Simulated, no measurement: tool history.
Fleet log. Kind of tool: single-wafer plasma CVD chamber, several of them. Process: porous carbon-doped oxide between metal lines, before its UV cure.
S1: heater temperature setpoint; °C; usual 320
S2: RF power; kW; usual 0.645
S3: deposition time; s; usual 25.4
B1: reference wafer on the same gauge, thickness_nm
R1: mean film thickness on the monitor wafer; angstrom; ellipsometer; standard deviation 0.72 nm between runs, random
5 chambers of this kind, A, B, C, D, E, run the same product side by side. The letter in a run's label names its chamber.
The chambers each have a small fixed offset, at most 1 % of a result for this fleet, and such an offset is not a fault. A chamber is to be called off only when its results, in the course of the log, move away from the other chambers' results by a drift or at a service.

run	hour	S1	S2	S3	B1	R1
# hour 6.6: chamber C: thermocouple changed; heater temperature recalibrated
1B	9.1	320	0.645	25.4	134.88	1475.8
2A	18.4	320	0.645	25.4	135.06	1459.6
3E	29.5	320	0.645	25.4	135.07	1481.1
4C	37.7	320	0.645	25.4	134.94	1472.8
5D	43.4	320	0.645	25.4	135.04	1461.8
# hour 50.1: chamber D: RF generator calibrated
6E	50.9	320	0.645	25.4	134.98	1474.1
7B	60.3	320	0.645	25.4	135.07	1476.5
8C	69.5	320	0.645	25.4	134.87	1473.8
9D	80	320	0.645	25.4	135.22	1472.4
10A	88.9	320	0.645	25.4	135.12	1447.4
11B	97.2	320	0.645	25.4	134.98	1460.9
12D	108.2	320	0.645	25.4	134.92	1457.1
13C	115.1	313	0.645	28.9	135.08	1719
14A	120.2	313	0.645	28.9	134.89	1720.4
15E	126.9	313	0.645	28.9	135.06	1727.3
16D	135	313	0.645	28.9	135.23	1723.9
17B	145.7	313	0.645	28.9	134.85	1729.8
18C	153.3	320	0.645	25.4	134.79	1466.1
19E	162.8	320	0.645	25.4	135.05	1463.3
20A	167.9	333	0.525	25.4	135.03	1209.5
21E	176.7	333	0.525	25.4	134.91	1215.4
22C	182	333	0.525	25.4	135.06	1197.9
23B	189.2	333	0.525	25.4	135.11	1216.6
24D	194.8	333	0.525	25.4	135.08	1210.2
25A	202.4	320	0.765	28.5	134.92	1817
26A	208.3	320	0.765	28.5	135.02	1811.9
27C	216	320	0.765	28.5	135.18	1851
28B	222.4	320	0.765	28.5	135	1851.4
29D	227.4	320	0.765	28.5	134.96	1822.6
30E	237.7	315	0.645	25.4	134.92	1520.4
31B	244.1	315	0.645	25.4	135.03	1511.4
32E	251	315	0.645	25.4	134.98	1512.5
33C	260.1	315	0.645	25.4	135	1504.5
34D	269.4	315	0.645	25.4	134.96	1491.1
35A	275.2	320	0.645	25.4	135.09	1459.8
36B	280.4	320	0.645	25.4	134.95	1472.3
37E	287.9	320	0.645	25.4	134.82	1473.2
38C	295.2	320	0.645	25.4	134.96	1464.7
39A	303.2	320	0.645	25.4	135.09	1456
40D	312.1	320	0.645	25.4	135.05	1466

All chambers now run identical settings, listed one chamber a line with results as question marks. What results will each chamber show?
41A	320.2	310	0.645	25.4		?
41B	320.2	310	0.645	25.4		?
41C	320.2	310	0.645	25.4		?
41D	320.2	310	0.645	25.4		?
41E	320.2	310	0.645	25.4		?

run	R1
41A	1534.9
41B	1551.1
41C	1557.2
41D	1527.5
41E	1545
